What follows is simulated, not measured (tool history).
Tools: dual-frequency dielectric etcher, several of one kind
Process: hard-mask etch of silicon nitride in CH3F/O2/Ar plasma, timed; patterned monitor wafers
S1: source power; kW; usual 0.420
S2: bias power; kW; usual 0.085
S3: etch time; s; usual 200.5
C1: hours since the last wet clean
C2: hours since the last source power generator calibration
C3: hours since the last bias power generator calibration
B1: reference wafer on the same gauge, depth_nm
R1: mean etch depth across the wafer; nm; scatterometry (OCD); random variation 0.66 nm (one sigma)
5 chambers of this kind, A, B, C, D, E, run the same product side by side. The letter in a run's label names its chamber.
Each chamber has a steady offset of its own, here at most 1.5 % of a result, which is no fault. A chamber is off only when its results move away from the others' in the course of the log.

run   hour     S1     S2     S3     C1      C2      C3      B1      R1
       0.2  -- chamber E: source power generator calibrated
 1C    4.2  0.420  0.085  200.5   29.5  2048.5    83.9  162.99  151.40
 2E    9.4  0.420  0.085  200.5  194.7     9.2  1102.3  163.06  150.59
 3B   14.1  0.420  0.085  200.5  110.4  2473.3  2081.0  163.09  151.04
 4D   19.1  0.420  0.085  200.5   39.9  2014.1   694.7  163.20  149.15
 5A   23.8  0.420  0.085  200.5  380.9   926.6  1105.5  162.90  150.54
 6B   29.8  0.420  0.085  200.5  126.1  2489.0  2096.7  163.04  151.10
 7D   35.2  0.420  0.085  200.5   56.0  2030.2   710.8  162.99  150.29
 8A   40.3  0.420  0.096  145.0  397.4   943.1  1122.0  162.99  114.30
 9C   45.6  0.420  0.096  145.0   70.9  2089.9   125.3  163.04  113.78
10E   51.3  0.420  0.096  145.0  236.6    51.1  1144.2  162.86  113.23
11C   56.3  0.420  0.096  145.0   81.6  2100.6   136.0  162.88  115.36
12D   61.9  0.420  0.096  145.0   82.7  2056.9   737.5  163.18  112.92
13B   65.1  0.510  0.085  200.5  161.4  2524.3  2132.0  163.04  162.92
14E   70.8  0.510  0.085  200.5  256.1    70.6  1163.7  163.01  160.54
15A   75.1  0.510  0.085  200.5  432.2   977.9  1156.8  163.00  162.34
16D   78.4  0.510  0.085  200.5   99.2  2073.4   754.0  163.02  161.46
17C   82.7  0.510  0.085  200.5  108.0  2127.0   162.4  162.92  162.30
18A   86.6  0.420  0.085  200.5  443.7   989.4  1168.3  163.14  151.15
19B   91.3  0.420  0.085  200.5  187.6  2550.5  2158.2  162.86  150.14
20E   96.6  0.460  0.085  200.5  281.9    96.4  1189.5  162.95  155.92
21D  100.5  0.460  0.085  200.5  121.3  2095.5   776.1  163.10  155.86
22B  104.8  0.460  0.085  200.5  201.1  2564.0  2171.7  162.90  157.99
23C  108.8  0.460  0.085  200.5  134.1  2153.1   188.5  163.13  158.25
24E  112.4  0.460  0.085  200.5  297.7   112.2  1205.3  162.89  155.94
25A  117.3  0.420  0.085  200.5  474.4  1020.1  1199.0  163.17  152.82
26B  121.6  0.420  0.085  200.5  217.9  2580.8  2188.5  163.02  151.70
27A  124.8  0.420  0.085  171.0  481.9  1027.6  1206.5  163.24  128.78
28E  130.2  0.420  0.085  171.0  315.5   130.0  1223.1  163.11  129.10
29C  134.7  0.420  0.085  171.0  160.0  2179.0   214.4  162.97  130.23
30D  137.7  0.420  0.085  171.0  158.5  2132.7   813.3  163.05  128.12
31D  142.2  0.420  0.085  171.0  163.0  2137.2   817.8  163.11  127.50
32C  146.0  0.420  0.085  200.5  171.3  2190.3   225.7  162.85  150.73
33A  149.9  0.420  0.085  200.5  507.0  1052.7  1231.6  162.94  151.64
34B  153.3  0.420  0.085  200.5  249.6  2612.5  2220.2  162.95  151.11
35E  157.2  0.420  0.085  200.5  342.5   157.0  1250.1  162.94  150.43
36A  160.4  0.420  0.085  200.5  517.5  1063.2  1242.1  162.96  151.92
37B  163.3  0.420  0.085  200.5  259.6  2622.5  2230.2  163.20  150.92
38D  169.1  0.420  0.085  200.5  189.9  2164.1   844.7  162.94  150.55

What goes on in this fleet: one chamber off, a drifting gauge, or nothing beyond the chambers' own small offsets? Name the chamber and the cause, if any.

No chamber stands off beyond its own small offset, and the gauge holds steady.

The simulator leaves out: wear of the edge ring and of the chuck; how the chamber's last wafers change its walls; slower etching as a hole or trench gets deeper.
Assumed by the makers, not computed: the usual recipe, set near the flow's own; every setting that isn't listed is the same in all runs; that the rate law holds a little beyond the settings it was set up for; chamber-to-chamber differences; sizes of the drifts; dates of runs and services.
